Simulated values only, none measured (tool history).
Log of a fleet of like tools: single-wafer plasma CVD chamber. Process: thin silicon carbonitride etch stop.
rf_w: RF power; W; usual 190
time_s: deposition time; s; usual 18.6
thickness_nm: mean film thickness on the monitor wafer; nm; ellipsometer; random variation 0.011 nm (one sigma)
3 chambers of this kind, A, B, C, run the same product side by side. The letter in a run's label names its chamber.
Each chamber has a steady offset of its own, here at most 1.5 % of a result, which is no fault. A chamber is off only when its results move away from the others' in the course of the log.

| run | hour | rf_w | time_s | hours since the last thermocouple change | hours since the last RF generator calibration | read-back reference wafer on the same gauge, thickness_nm | thickness_nm |
|---|---|---|---|---|---|---|---|
|  | 0.7 | chamber A: RF generator calibrated |
| 1A | 4.3 | 190 | 18.6 | 1492.5 | 3.7 | 9.9012 | 10.319 |
| 2B | 11.3 | 190 | 18.6 | 1524.7 | 160 | 9.8972 | 10.464 |
| 3C | 17.5 | 190 | 18.6 | 65.4 | 378 | 9.898 | 10.423 |
| 4A | 24.2 | 190 | 18.6 | 1512.4 | 23.6 | 9.8985 | 10.318 |
| 5C | 28.5 | 190 | 18.6 | 76.4 | 389 | 9.896 | 10.417 |
| 6B | 36 | 190 | 18.6 | 1549.4 | 184.7 | 9.8944 | 10.466 |
| 7C | 40.9 | 190 | 18.6 | 88.8 | 401.4 | 9.8922 | 10.429 |
| 8B | 50.2 | 190 | 18.6 | 1563.6 | 198.9 | 9.8956 | 10.449 |
| 9A | 54.5 | 190 | 18.6 | 1542.7 | 53.9 | 9.8905 | 10.296 |
| 10C | 61.9 | 190 | 18.6 | 109.8 | 422.4 | 9.8911 | 10.407 |
| 11A | 70.4 | 190 | 18.6 | 1558.6 | 69.8 | 9.8913 | 10.304 |
| 12B | 79 | 190 | 18.6 | 1592.4 | 227.7 | 9.8894 | 10.446 |
| 13B | 88.2 | 190 | 18.6 | 1601.6 | 236.9 | 9.8875 | 10.441 |
| 14A | 94.9 | 170 | 15.8 | 1583.1 | 94.3 | 9.8842 | 8.4562 |
| 15C | 103.6 | 170 | 15.8 | 151.5 | 464.1 | 9.8852 | 8.5426 |
| 16C | 112.5 | 170 | 15.8 | 160.4 | 473 | 9.8824 | 8.5431 |
| 17A | 117.1 | 215 | 19.8 | 1605.3 | 116.5 | 9.8842 | 11.376 |
| 18B | 124.1 | 215 | 19.8 | 1637.5 | 272.8 | 9.8819 | 11.533 |
| 19C | 133.4 | 215 | 19.8 | 181.3 | 493.9 | 9.8792 | 11.505 |
| 20B | 141.7 | 190 | 18.6 | 1655.1 | 290.4 | 9.8793 | 10.439 |
| 21A | 147 | 190 | 18.6 | 1635.2 | 146.4 | 9.8806 | 10.289 |
| 22C | 152.9 | 190 | 18.6 | 200.8 | 513.4 | 9.8752 | 10.403 |
| 23A | 157.3 | 190 | 18.6 | 1645.5 | 156.7 | 9.8778 | 10.279 |
| 24B | 161.4 | 190 | 18.6 | 1674.8 | 310.1 | 9.8785 | 10.425 |
| 25B | 166.6 | 190 | 18.6 | 1680 | 315.3 | 9.8749 | 10.428 |
| 26A | 174.6 | 190 | 18.6 | 1662.8 | 174 | 9.8751 | 10.303 |
| 27C | 178.8 | 190 | 21.9 | 226.7 | 539.3 | 9.8748 | 12.257 |
| 28C | 183.5 | 190 | 21.9 | 231.4 | 544 | 9.875 | 12.251 |
| 29A | 189 | 190 | 21.9 | 1677.2 | 188.4 | 9.8723 | 12.117 |
| 30B | 195.4 | 190 | 18.6 | 1708.8 | 344.1 | 9.8692 | 10.44 |
| 31A | 201.4 | 190 | 18.6 | 1689.6 | 200.8 | 9.873 | 10.298 |
| 32C | 209.4 | 190 | 18.6 | 257.3 | 569.9 | 9.8712 | 10.409 |
| 33B | 215.9 | 190 | 18.6 | 1729.3 | 364.6 | 9.8695 | 10.417 |
| 34B | 225.1 | 190 | 18.6 | 1738.5 | 373.8 | 9.8684 | 10.414 |
| 35C | 231.2 | 190 | 18.6 | 279.1 | 591.7 | 9.8669 | 10.404 |
| 36A | 239.6 | 190 | 18.6 | 1727.8 | 239 | 9.8638 | 10.263 |
| 37B | 244.3 | 190 | 18.6 | 1757.7 | 393 | 9.8662 | 10.404 |
| 38A | 248.6 | 190 | 18.6 | 1736.8 | 248 | 9.8641 | 10.266 |
| 39C | 252.7 | 160 | 18.6 | 300.6 | 613.2 | 9.8619 | 9.8591 |
| 40C | 261.1 | 160 | 18.6 | 309 | 621.6 | 9.8614 | 9.8453 |
| 41B | 269.5 | 160 | 18.6 | 1782.9 | 418.2 | 9.8596 | 9.9161 |
| 42A | 277.7 | 205 | 15.1 | 1765.9 | 277.1 | 9.8595 | 8.5463 |

Next, every chamber runs the same settings. What will each give?
| 43A | 284.4 | 160 | 18.6 |  |  |  | ? |
| 43B | 284.4 | 160 | 18.6 |  |  |  | ? |
| 43C | 284.4 | 160 | 18.6 |  |  |  | ? |

| run | thickness_nm |
|---|---|
| 43A | 9.7681 |
| 43B | 9.9017 |
| 43C | 9.849 |
